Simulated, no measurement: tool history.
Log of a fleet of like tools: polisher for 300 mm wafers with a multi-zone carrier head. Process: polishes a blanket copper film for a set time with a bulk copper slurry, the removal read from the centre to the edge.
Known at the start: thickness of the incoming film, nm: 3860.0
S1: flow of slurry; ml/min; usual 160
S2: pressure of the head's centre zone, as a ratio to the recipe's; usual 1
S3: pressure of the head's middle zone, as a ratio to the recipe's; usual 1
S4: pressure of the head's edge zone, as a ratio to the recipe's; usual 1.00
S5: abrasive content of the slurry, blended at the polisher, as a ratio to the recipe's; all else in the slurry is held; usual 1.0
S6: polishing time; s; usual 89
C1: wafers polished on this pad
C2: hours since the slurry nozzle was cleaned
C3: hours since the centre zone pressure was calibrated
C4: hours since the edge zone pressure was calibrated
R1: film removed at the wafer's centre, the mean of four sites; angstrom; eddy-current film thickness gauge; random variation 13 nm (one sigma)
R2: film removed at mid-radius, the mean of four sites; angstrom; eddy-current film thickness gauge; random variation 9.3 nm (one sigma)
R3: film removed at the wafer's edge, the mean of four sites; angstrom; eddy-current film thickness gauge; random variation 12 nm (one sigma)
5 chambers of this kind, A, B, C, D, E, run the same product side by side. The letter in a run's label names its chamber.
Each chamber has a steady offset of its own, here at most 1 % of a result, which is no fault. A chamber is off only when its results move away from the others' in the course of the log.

run,day,S1,S2,S3,S4,S5,S6,C1,C2,C3,C4,R1,R2,R3
1D,0.317,160,1,1,1.00,1.0,89,341,359.3,699.7,148.2,9529.5,9611.9,9497.1
# day 0.450: chamber D: centre zone pressure recalibrated
# day 0.546: chamber E: slurry nozzle cleaned
# day 0.725: chamber C: centre zone pressure recalibrated
2B,0.846,160,1,1,1.00,1.0,89,353,315.7,1210.8,564.1,9379.3,9384.7,9353.5
3C,1.238,160,1,1,1.00,1.0,89,985,278.5,12.4,481.4,9554.6,9577.2,9596.5
# day 1.350: chamber A: worn pad replaced by a new one
# day 1.500: chamber D: worn pad replaced by a new one
4A,1.717,160,1,1,1.00,1.0,89,92,296.2,693.3,936.1,9408.9,9602.4,9554.4
# day 1.975: chamber C: worn pad replaced by a new one
5E,2.067,160,1,1,1.00,1.0,89,937,36.6,135.6,456.2,9707.7,9547.3,9511.6
# day 2.150: chamber D: slurry nozzle cleaned
6B,2.333,160,1,1,1.00,1.0,89,725,351.4,1246.5,599.8,9665.8,9582.4,9504.9
# day 2.617: chamber E: worn pad replaced by a new one
7D,2.712,160,1,1,1.00,1.0,89,304,13.5,54.4,205.7,9704.5,9312.3,9496.3
# day 3.067: chamber B: worn pad replaced by a new one
8C,3.212,160,1,1,1.00,1.0,89,309,325.9,59.8,528.8,9593.0,9533.5,9522.5
9A,3.667,160,1,1,1.00,1.0,89,580,343.0,740.1,982.9,9379.5,9466.6,9447.7
10E,3.954,160,1,1,1.06,0.7,89,335,81.9,180.9,501.5,9035.2,8891.2,8961.2
# day 4.012: chamber B: centre zone pressure recalibrated
# day 4.012: chamber A: slurry nozzle cleaned
11D,4.229,160,1,1,1.06,0.7,89,683,49.9,90.8,242.1,8866.8,8825.7,9169.9
12E,4.467,160,1,1,1.06,0.7,89,463,94.2,193.2,513.8,9120.8,8992.8,8995.8
# day 4.704: chamber D: worn pad replaced by a new one
13C,4.788,160,1,1,1.06,0.7,89,704,363.7,97.6,566.6,8826.9,8783.7,9260.0
14B,5.058,160,1,1,1.06,0.7,89,498,416.8,25.2,665.2,8882.5,8683.0,8955.5
15A,5.421,160,1,1,1.00,1.0,89,1019,33.9,782.2,1025.0,9225.9,9434.0,9510.1
16B,5.850,160,1,1,1.00,1.3,77,696,435.8,44.2,684.2,8884.8,8596.8,8654.3
17C,6.312,160,1,1,1.00,1.3,77,1085,400.3,134.2,603.2,8535.9,8656.7,8747.9
18A,6.817,160,1,1,1.00,1.3,77,1368,67.4,815.7,1058.5,8754.6,8645.1,8736.5
# day 6.971: chamber E: worn pad replaced by a new one
# day 7.012: chamber B: worn pad replaced by a new one
# day 7.042: chamber C: worn pad replaced by a new one
# day 7.196: chamber D: worn pad replaced by a new one
19D,7.254,160,1,1,1.00,1.3,77,15,122.5,163.4,314.7,9032.1,8816.5,8631.8
# day 7.338: chamber A: worn pad replaced by a new one
20E,7.658,160,1,1,1.00,1.3,77,173,170.8,269.8,590.4,8848.9,8794.1,8719.6
21B,8.188,160,1,1,1.00,1.0,89,294,491.9,100.3,740.3,9798.9,9315.6,9284.0
22C,8.508,160,1,1,1.00,1.0,89,367,453.0,186.9,655.9,9408.2,9453.3,9737.0
23E,8.783,160,1,1,1.00,1.0,89,454,197.8,296.8,617.4,9771.7,9543.6,9672.8
# day 8.988: chamber C: edge zone pressure recalibrated
24D,9.033,160,1,1,1.00,1.0,89,460,165.2,206.1,357.4,9377.0,9478.0,9558.5
25A,9.454,160,1,1,1.00,1.0,89,529,130.7,879.0,1121.8,9287.5,9525.5,9639.3
26D,9.808,160,1,1,1.00,1.0,89,654,183.8,224.7,376.0,9568.7,9613.8,9498.5
27E,10.067,160,1,1,1.00,1.0,89,775,228.6,327.6,648.2,9697.7,9504.4,9574.8
28C,10.379,160,1,1,1.00,1.0,89,835,497.9,231.8,33.5,9601.4,9535.9,9752.5
# day 10.488: chamber D: worn pad replaced by a new one
29A,10.667,160,1,1,1.00,1.0,89,833,159.8,908.1,1150.9,9527.5,9565.0,9695.2
30B,11.008,160,1,1,1.00,1.0,89,1000,559.6,168.0,808.0,9453.2,9652.1,9561.9
# day 11.204: chamber C: worn pad replaced by a new one
31C,11.358,160,1,1,1.00,1.0,89,39,521.4,255.3,57.0,9595.0,9371.7,9510.1
# day 11.433: chamber B: worn pad replaced by a new one
32E,11.775,160,1,1,1.00,1.0,89,1203,269.6,368.6,689.2,9775.5,9604.6,9612.9
# day 11.933: chamber E: worn pad replaced by a new one
33B,12.042,160,1,1,1.00,1.0,89,152,584.4,192.8,832.8,9705.5,9548.5,9441.5
# day 12.258: chamber A: worn pad replaced by a new one
34D,12.417,160,1,1,1.00,1.0,89,483,246.4,287.3,438.6,9569.0,9462.8,9577.5
35A,12.700,160,1,1,1.00,1.0,89,111,208.6,956.9,1199.7,9735.1,9634.7,9751.2
36E,13.038,160,1,1,1.00,1.0,89,276,299.9,398.9,719.5,9511.2,9665.7,9631.5

All 5 chambers run these settings next. Forecast each chamber's results:
37A,13.417,160,1,1,1.00,1.0,89,,,,,?,?,?
37B,13.417,160,1,1,1.00,1.0,89,,,,,?,?,?
37C,13.417,160,1,1,1.00,1.0,89,,,,,?,?,?
37D,13.417,160,1,1,1.00,1.0,89,,,,,?,?,?
37E,13.417,160,1,1,1.00,1.0,89,,,,,?,?,?

run,R1,R2,R3
37A,9500.2,9519.3,9578.6
37B,9525.9,9439.4,9499.5
37C,9619.8,9408.7,9584.9
37D,9775.4,9463.1,9653.3
37E,9865.3,9578.8,9731.3

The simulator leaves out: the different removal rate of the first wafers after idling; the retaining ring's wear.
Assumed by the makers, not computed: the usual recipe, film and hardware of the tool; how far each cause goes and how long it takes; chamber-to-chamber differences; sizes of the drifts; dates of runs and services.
